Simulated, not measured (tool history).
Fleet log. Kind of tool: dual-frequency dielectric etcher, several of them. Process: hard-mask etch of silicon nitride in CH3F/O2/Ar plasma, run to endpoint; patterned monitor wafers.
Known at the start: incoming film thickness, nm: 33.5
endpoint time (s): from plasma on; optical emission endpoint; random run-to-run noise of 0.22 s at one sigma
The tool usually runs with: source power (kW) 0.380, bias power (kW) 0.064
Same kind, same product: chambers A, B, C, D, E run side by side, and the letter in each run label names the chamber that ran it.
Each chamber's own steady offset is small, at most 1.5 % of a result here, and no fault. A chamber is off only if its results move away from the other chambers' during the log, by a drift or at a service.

run,day,source power (kW),bias power (kW),endpoint time (s)
1B,0.308,0.380,0.064,51.882
2E,0.538,0.380,0.064,51.628
3D,0.771,0.380,0.064,52.488
4C,1.175,0.380,0.064,51.485
5A,1.479,0.380,0.064,51.920
6A,1.725,0.290,0.064,57.209
7B,1.967,0.290,0.064,58.000
8C,2.154,0.290,0.064,57.053
9E,2.492,0.290,0.064,56.824
# day 2.596: chamber C: wet clean of the chamber
10D,2.854,0.290,0.064,57.780
11E,3.096,0.380,0.064,51.187
12D,3.412,0.380,0.070,50.310
13A,3.717,0.380,0.070,50.044
14C,3.996,0.380,0.070,49.546
15B,4.388,0.380,0.070,50.465
16C,4.583,0.380,0.070,49.913
17B,4.850,0.380,0.064,51.863
18D,5.250,0.440,0.049,54.007
19A,5.512,0.440,0.049,53.202
20E,5.800,0.440,0.049,52.886
21D,5.992,0.440,0.049,53.576
22E,6.271,0.440,0.049,52.682
23C,6.654,0.380,0.064,51.353
24B,6.925,0.380,0.064,52.299
25A,7.138,0.380,0.064,51.789
26B,7.425,0.380,0.064,51.758
27A,7.658,0.450,0.064,48.801
28E,7.942,0.450,0.064,48.221
29D,8.158,0.450,0.064,48.768
30C,8.433,0.450,0.064,48.252
31C,8.742,0.450,0.064,48.232
32A,8.992,0.380,0.064,51.906

Next, every chamber runs the same settings. What will each give?
33A,9.283,0.380,0.064,?
33B,9.283,0.380,0.064,?
33C,9.283,0.380,0.064,?
33D,9.283,0.380,0.064,?
33E,9.283,0.380,0.064,?

run,endpoint time (s)
33A,51.727
33B,51.696
33C,50.987
33D,51.944
33E,50.674
